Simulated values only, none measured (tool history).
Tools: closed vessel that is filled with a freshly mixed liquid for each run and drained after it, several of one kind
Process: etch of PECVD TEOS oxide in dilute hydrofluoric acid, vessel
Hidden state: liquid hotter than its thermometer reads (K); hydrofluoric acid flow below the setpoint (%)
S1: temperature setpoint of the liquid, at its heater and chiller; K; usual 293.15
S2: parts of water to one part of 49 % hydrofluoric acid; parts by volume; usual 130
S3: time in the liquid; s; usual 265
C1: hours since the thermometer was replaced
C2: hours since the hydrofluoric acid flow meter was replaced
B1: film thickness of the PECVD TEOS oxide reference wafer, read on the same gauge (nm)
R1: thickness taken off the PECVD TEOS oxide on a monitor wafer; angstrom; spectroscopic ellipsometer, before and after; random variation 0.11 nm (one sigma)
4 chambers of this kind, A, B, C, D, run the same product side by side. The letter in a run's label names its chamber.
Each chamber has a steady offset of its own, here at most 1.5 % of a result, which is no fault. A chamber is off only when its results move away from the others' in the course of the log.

run	day	S1	S2	S3	C1	C2	B1	R1
1B	0.267	293.15	130	265	333.1	914.5	120.02	220.47
2A	0.446	293.15	130	265	1531.5	1947.4	119.99	216.58
3C	0.579	293.15	130	265	1039.4	1071.8	120.02	223.11
4D	0.692	293.15	130	265	1638.8	391.8	120.02	221.87
5C	0.954	293.15	130	265	1048.4	1080.8	119.99	219.22
6D	1.112	290.15	130	265	1648.9	401.9	120.02	198.09
7B	1.342	290.15	130	265	358.9	940.3	119.96	192.73
8A	1.512	290.15	130	265	1557.1	1973.0	120.03	191.07
9D	1.742	290.15	130	265	1664.0	417.0	119.99	196.03
10A	1.942	293.15	130	265	1567.4	1983.3	120.00	216.45
11C	2.088	293.15	130	265	1075.6	1108.0	119.99	221.90
12B	2.258	293.15	130	265	380.9	962.3	120.03	220.44
13B	2.479	293.15	130	265	386.2	967.6	120.00	220.06
14A	2.646	293.15	130	265	1584.3	2000.2	120.01	216.99
15C	2.767	293.15	130	265	1091.9	1124.3	119.99	218.08
16D	2.912	290.15	130	410	1692.1	445.1	119.99	306.70
17A	3.146	290.15	130	410	1596.3	2012.2	119.97	295.50
18D	3.329	290.15	130	410	1702.1	455.1	120.01	304.46
19C	3.508	290.15	130	410	1109.7	1142.1	119.97	293.37
20B	3.658	293.15	130	265	414.5	995.9	119.99	219.88
21A	3.912	293.15	130	265	1614.7	2030.6	120.00	214.81
22D	4.162	293.15	130	265	1722.1	475.1	119.99	221.50
23C	4.408	293.15	130	265	1131.3	1163.7	119.96	207.64
24B	4.588	293.15	130	410	436.8	1018.2	120.04	342.91

All 4 chambers run these settings next. Forecast each chamber's results:
25A	4.779	293.15	95	265				?
25B	4.779	293.15	95	265				?
25C	4.779	293.15	95	265				?
25D	4.779	293.15	95	265				?

run	R1
25A	309.76
25B	313.85
25C	289.98
25D	319.53
